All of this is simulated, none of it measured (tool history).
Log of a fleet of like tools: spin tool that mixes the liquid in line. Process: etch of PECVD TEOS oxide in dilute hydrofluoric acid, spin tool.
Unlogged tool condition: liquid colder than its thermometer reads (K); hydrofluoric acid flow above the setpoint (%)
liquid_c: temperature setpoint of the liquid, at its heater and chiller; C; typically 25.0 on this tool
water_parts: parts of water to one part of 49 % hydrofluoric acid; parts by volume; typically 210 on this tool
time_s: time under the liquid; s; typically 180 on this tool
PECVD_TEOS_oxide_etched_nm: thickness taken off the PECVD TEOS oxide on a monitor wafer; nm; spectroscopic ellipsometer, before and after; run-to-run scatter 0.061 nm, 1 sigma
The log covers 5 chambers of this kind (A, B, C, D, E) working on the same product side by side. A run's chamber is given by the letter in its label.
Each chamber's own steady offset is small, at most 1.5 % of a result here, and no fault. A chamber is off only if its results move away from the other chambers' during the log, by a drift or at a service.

run  hour  liquid_c  water_parts  time_s  hours since the thermometer was replaced  hours since the hydrofluoric acid flow meter was replaced  read-back film thickness of the PECVD TEOS oxide reference wafer, read on the same gauge (nm)  PECVD_TEOS_oxide_etched_nm
 1A   2.9      25.0          210     180                                     719.0                                                     1031.1                                                                                         149.98                      6.9666
 2E   5.9      25.0          210     180                                    1069.3                                                      198.6                                                                                         150.02                      6.8339
 3B   9.8      25.0          210     180                                     439.9                                                      522.4                                                                                         150.01                      6.7579
 4D  12.3      25.0          210     180                                    2317.6                                                     1636.4                                                                                         150.01                      6.7478
 5C  16.3      25.0          210     180                                     847.1                                                      884.8                                                                                         150.01                      6.8746
 6C  18.3      25.0          210     180                                     849.1                                                      886.8                                                                                         149.99                      6.8457
 7A  20.3      25.0          210     180                                     736.4                                                     1048.5                                                                                         150.03                      6.9478
 8B  23.8      25.0          210     180                                     453.9                                                      536.4                                                                                         150.01                      6.8848
 9E  27.5      25.0          210     180                                    1090.9                                                      220.2                                                                                         149.99                      6.8114
10D  29.3      25.0          210     180                                    2334.6                                                     1653.4                                                                                         149.99                      6.8230
11D  32.9      25.0          210     180                                    2338.2                                                     1657.0                                                                                         149.97                      6.8222
12B  36.7      25.0          290     180                                     466.8                                                      549.3                                                                                         149.98                      4.5101
13A  38.5      25.0          290     180                                     754.6                                                     1066.7                                                                                         150.01                      4.5679
14E  41.4      25.0          290     180                                    1104.8                                                      234.1                                                                                         150.01                      4.5727
15C  45.1      25.0          290     180                                     875.9                                                      913.6                                                                                         150.03                      4.6383
16C  48.6      25.0          290     180                                     879.4                                                      917.1                                                                                         150.02                      4.5919
17D  51.8      29.5          210     120                                    2357.1                                                     1675.9                                                                                         149.98                      5.3775
18E  53.6      29.5          210     120                                    1117.0                                                      246.3                                                                                         150.01                      5.3248
19B  56.0      29.5          210     120                                     486.1                                                      568.6                                                                                         149.97                      5.4742
20A  58.6      29.5          210     120                                     774.7                                                     1086.8                                                                                         150.01                      5.2079
21D  61.9      29.5          210     120                                    2367.2                                                     1686.0                                                                                         150.00                      5.3046
22C  64.1      25.0          210     180                                     894.9                                                      932.6                                                                                         149.97                      6.8619
23E  68.2      25.0          210     180                                    1131.6                                                      260.9                                                                                         150.01                      6.8591
24B  70.9      25.0          210     180                                     501.0                                                      583.5                                                                                         150.03                      6.8193
25A  73.9      25.0          210     180                                     790.0                                                     1102.1                                                                                         150.01                      6.5358
26A  78.0      25.0          210     180                                     794.1                                                     1106.2                                                                                         150.01                      6.4400
27E  81.0      25.0          210     180                                    1144.4                                                      273.7                                                                                         150.04                      6.7502
28C  84.6      25.0          210     180                                     915.4                                                      953.1                                                                                         149.98                      6.8325
29D  87.6      25.0          210     180                                    2392.9                                                     1711.7                                                                                         149.96                      6.7988
30B  90.8      25.0          210     180                                     520.9                                                      603.4                                                                                         150.01                      6.9109
31C  93.1      25.0          210     180                                     923.9                                                      961.6                                                                                         149.99                      6.8304

The same settings go to every chamber for the next run, one line per chamber below. Forecast the results for each:
32A  96.1      25.0          210      95                                                                                                                                                                                                                               ?
32B  96.1      25.0          210      95                                                                                                                                                                                                                               ?
32C  96.1      25.0          210      95                                                                                                                                                                                                                               ?
32D  96.1      25.0          210      95                                                                                                                                                                                                                               ?
32E  96.1      25.0          210      95                                                                                                                                                                                                                               ?

run  PECVD_TEOS_oxide_etched_nm
32A                      3.3844
32B                      3.6187
32C                      3.6628
32D                      3.6323
32E                      3.5977
